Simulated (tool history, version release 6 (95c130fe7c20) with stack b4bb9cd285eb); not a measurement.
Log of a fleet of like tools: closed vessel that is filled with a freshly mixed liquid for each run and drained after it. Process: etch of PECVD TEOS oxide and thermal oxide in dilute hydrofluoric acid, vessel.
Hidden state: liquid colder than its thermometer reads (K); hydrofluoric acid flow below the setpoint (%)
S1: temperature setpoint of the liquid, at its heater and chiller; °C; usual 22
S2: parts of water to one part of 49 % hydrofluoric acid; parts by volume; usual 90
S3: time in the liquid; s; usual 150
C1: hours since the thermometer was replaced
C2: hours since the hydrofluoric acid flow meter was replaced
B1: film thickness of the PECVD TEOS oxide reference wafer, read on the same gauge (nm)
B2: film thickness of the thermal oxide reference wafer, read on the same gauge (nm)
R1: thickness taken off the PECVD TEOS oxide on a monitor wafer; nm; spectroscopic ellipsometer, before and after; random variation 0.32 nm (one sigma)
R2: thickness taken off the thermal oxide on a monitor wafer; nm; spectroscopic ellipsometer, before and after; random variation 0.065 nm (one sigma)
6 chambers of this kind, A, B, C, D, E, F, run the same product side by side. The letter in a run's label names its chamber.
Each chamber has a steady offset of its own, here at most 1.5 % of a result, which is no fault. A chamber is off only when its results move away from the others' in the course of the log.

| run | day | S1 | S2 | S3 | C1 | C2 | B1 | B2 | R1 | R2 |
|---|---|---|---|---|---|---|---|---|---|---|
| 1D | 0.179 | 22 | 90 | 150 | 893.9 | 480.1 | 90.028 | 100.040 | 43.298 | 7.1903 |
| 2A | 0.383 | 22 | 90 | 150 | 991.1 | 438.2 | 90.045 | 100.010 | 44.425 | 7.1554 |
| 3F | 0.542 | 22 | 90 | 150 | 789.8 | 155.7 | 90.004 | 100.000 | 43.692 | 7.2531 |
| 4C | 0.738 | 22 | 90 | 150 | 696.1 | 372.3 | 89.995 | 99.997 | 43.916 | 7.4477 |
| 5E | 0.896 | 22 | 90 | 150 | 222.1 | 1068.3 | 90.029 | 99.983 | 44.477 | 7.3713 |
| 6B | 1.054 | 22 | 90 | 150 | 787.1 | 704.7 | 90.035 | 100.010 | 44.292 | 7.2757 |
|  | 1.121 | chamber D: hydrofluoric acid flow meter replaced |
| 7F | 1.262 | 22 | 90 | 150 | 807.1 | 173.0 | 89.986 | 100.010 | 43.812 | 7.2373 |
| 8B | 1.483 | 22 | 90 | 150 | 797.4 | 715.0 | 90.016 | 100.010 | 44.704 | 7.2851 |
| 9D | 1.638 | 22 | 90 | 195 | 928.9 | 12.4 | 90.002 | 100.020 | 57.017 | 9.3738 |
| 10E | 1.879 | 22 | 90 | 195 | 245.7 | 1091.9 | 90.004 | 100.040 | 57.344 | 9.3750 |
| 11C | 2.038 | 22 | 90 | 195 | 727.3 | 403.5 | 89.973 | 99.986 | 57.478 | 9.6850 |
| 12A | 2.154 | 22 | 90 | 195 | 1033.6 | 480.7 | 90.008 | 99.992 | 57.113 | 9.2218 |
| 13A | 2.408 | 22 | 90 | 195 | 1039.7 | 486.8 | 90.019 | 100.010 | 55.643 | 9.2486 |
| 14E | 2.525 | 22 | 90 | 195 | 261.2 | 1107.4 | 90.032 | 100.040 | 57.658 | 9.4007 |
| 15B | 2.671 | 22 | 90 | 150 | 825.9 | 743.5 | 89.996 | 99.990 | 44.022 | 7.2907 |
| 16D | 2.796 | 22 | 90 | 150 | 956.7 | 40.2 | 89.947 | 100.030 | 44.329 | 7.2503 |
| 17C | 3.038 | 22 | 130 | 150 | 751.3 | 427.5 | 89.987 | 99.987 | 28.778 | 4.8160 |
| 18F | 3.179 | 22 | 130 | 150 | 853.1 | 219.0 | 89.988 | 99.995 | 28.595 | 4.7753 |
| 19C | 3.425 | 22 | 130 | 150 | 760.6 | 436.8 | 90.004 | 99.986 | 28.862 | 4.9584 |
| 20D | 3.642 | 22 | 130 | 150 | 977.0 | 60.5 | 89.995 | 99.992 | 29.630 | 4.8423 |
| 21A | 3.758 | 22 | 130 | 150 | 1072.1 | 519.2 | 90.005 | 100.010 | 28.418 | 4.6711 |
| 22E | 3.892 | 22 | 130 | 150 | 294.0 | 1140.2 | 90.035 | 100.000 | 29.274 | 4.7951 |
| 23F | 4.083 | 22 | 90 | 150 | 874.8 | 240.7 | 90.013 | 99.991 | 44.279 | 7.2296 |
| 24B | 4.283 | 22 | 90 | 150 | 864.6 | 782.2 | 89.986 | 100.000 | 44.092 | 7.3707 |
| 25A | 4.533 | 22 | 90 | 150 | 1090.7 | 537.8 | 90.025 | 100.040 | 41.971 | 6.8972 |
| 26D | 4.675 | 22 | 90 | 150 | 1001.8 | 85.3 | 90.020 | 100.010 | 44.037 | 7.2417 |
| 27E | 4.800 | 22 | 90 | 150 | 315.8 | 1162.0 | 89.964 | 99.998 | 44.389 | 7.2625 |
| 28C | 4.988 | 22 | 90 | 150 | 798.1 | 474.3 | 89.995 | 99.986 | 43.961 | 7.4353 |
| 29B | 5.192 | 22 | 90 | 150 | 886.4 | 804.0 | 89.972 | 100.010 | 44.264 | 7.1757 |
| 30F | 5.346 | 22 | 90 | 150 | 905.1 | 271.0 | 89.974 | 99.961 | 43.923 | 7.2334 |
| 31C | 5.588 | 22 | 90 | 150 | 812.5 | 488.7 | 89.994 | 99.988 | 44.426 | 7.3427 |
| 32A | 5.842 | 22 | 90 | 150 | 1122.1 | 569.2 | 90.004 | 100.030 | 41.454 | 6.7486 |
| 33B | 6.100 | 22 | 90 | 150 | 908.2 | 825.8 | 89.991 | 99.996 | 43.929 | 7.3451 |
| 34E | 6.233 | 22 | 90 | 150 | 350.2 | 1196.4 | 89.981 | 100.010 | 44.147 | 7.2355 |
| 35D | 6.450 | 22 | 90 | 150 | 1044.4 | 127.9 | 90.016 | 100.020 | 43.823 | 7.2224 |
| 36F | 6.683 | 22 | 90 | 150 | 937.2 | 303.1 | 90.000 | 100.000 | 43.948 | 7.2323 |
| 37F | 6.946 | 22 | 90 | 150 | 943.5 | 309.4 | 89.989 | 99.996 | 43.522 | 7.3101 |
| 38E | 7.162 | 22 | 90 | 150 | 372.5 | 1218.7 | 89.964 | 99.993 | 44.435 | 7.3537 |
| 39D | 7.392 | 22 | 90 | 180 | 1067.0 | 150.5 | 89.982 | 100.000 | 53.224 | 8.6067 |
| 40C | 7.508 | 22 | 90 | 180 | 858.6 | 534.8 | 89.990 | 100.010 | 52.069 | 8.7819 |
| 41B | 7.746 | 22 | 90 | 180 | 947.7 | 865.3 | 90.030 | 99.993 | 53.643 | 8.8960 |
| 42A | 7.979 | 22 | 90 | 180 | 1173.4 | 620.5 | 90.026 | 100.040 | 48.843 | 7.9378 |

Is one chamber off against the others, does the gauge drift, or is nothing wrong? If a chamber is off, say which, and what the likeliest cause is.

Chamber A drifts away from the others.
Cause: liquid colder than its thermometer reads (K) = 2.31.
The log may not tell that from: hydrofluoric acid flow below the setpoint (%).

Here are 4 candidates for chamber A's next run, each the usual settings with a change, their results left as question marks. Which one brings its results back in line with what the others give on the usual settings?
In line means no further than this from the other chambers' mean on the usual settings: R1 1.100 nm; R2 0.2300 nm
| 43A-1 | 8.167 | 22 | 85 | 155 |  |  |  |  | ? | ? |
| 43A-2 | 8.167 | 22 | 90 | 145 |  |  |  |  | ? | ? |
| 43A-3 | 8.167 | 22 | 90 | 155 |  |  |  |  | ? | ? |
| 43A-4 | 8.167 | 22 | 95 | 145 |  |  |  |  | ? | ? |

The other chambers' mean on the usual settings: R1 44.012 nm; R2 7.3047 nm
| run | R1 | R2 |
|---|---|---|
| 43A-1 | 44.155 | 7.2545 |
| 43A-2 | 38.811 | 6.3765 |
| 43A-3 | 41.488 | 6.8162 |
| 43A-4 | 36.579 | 6.0098 |
43A-1 brings the chamber back in line.

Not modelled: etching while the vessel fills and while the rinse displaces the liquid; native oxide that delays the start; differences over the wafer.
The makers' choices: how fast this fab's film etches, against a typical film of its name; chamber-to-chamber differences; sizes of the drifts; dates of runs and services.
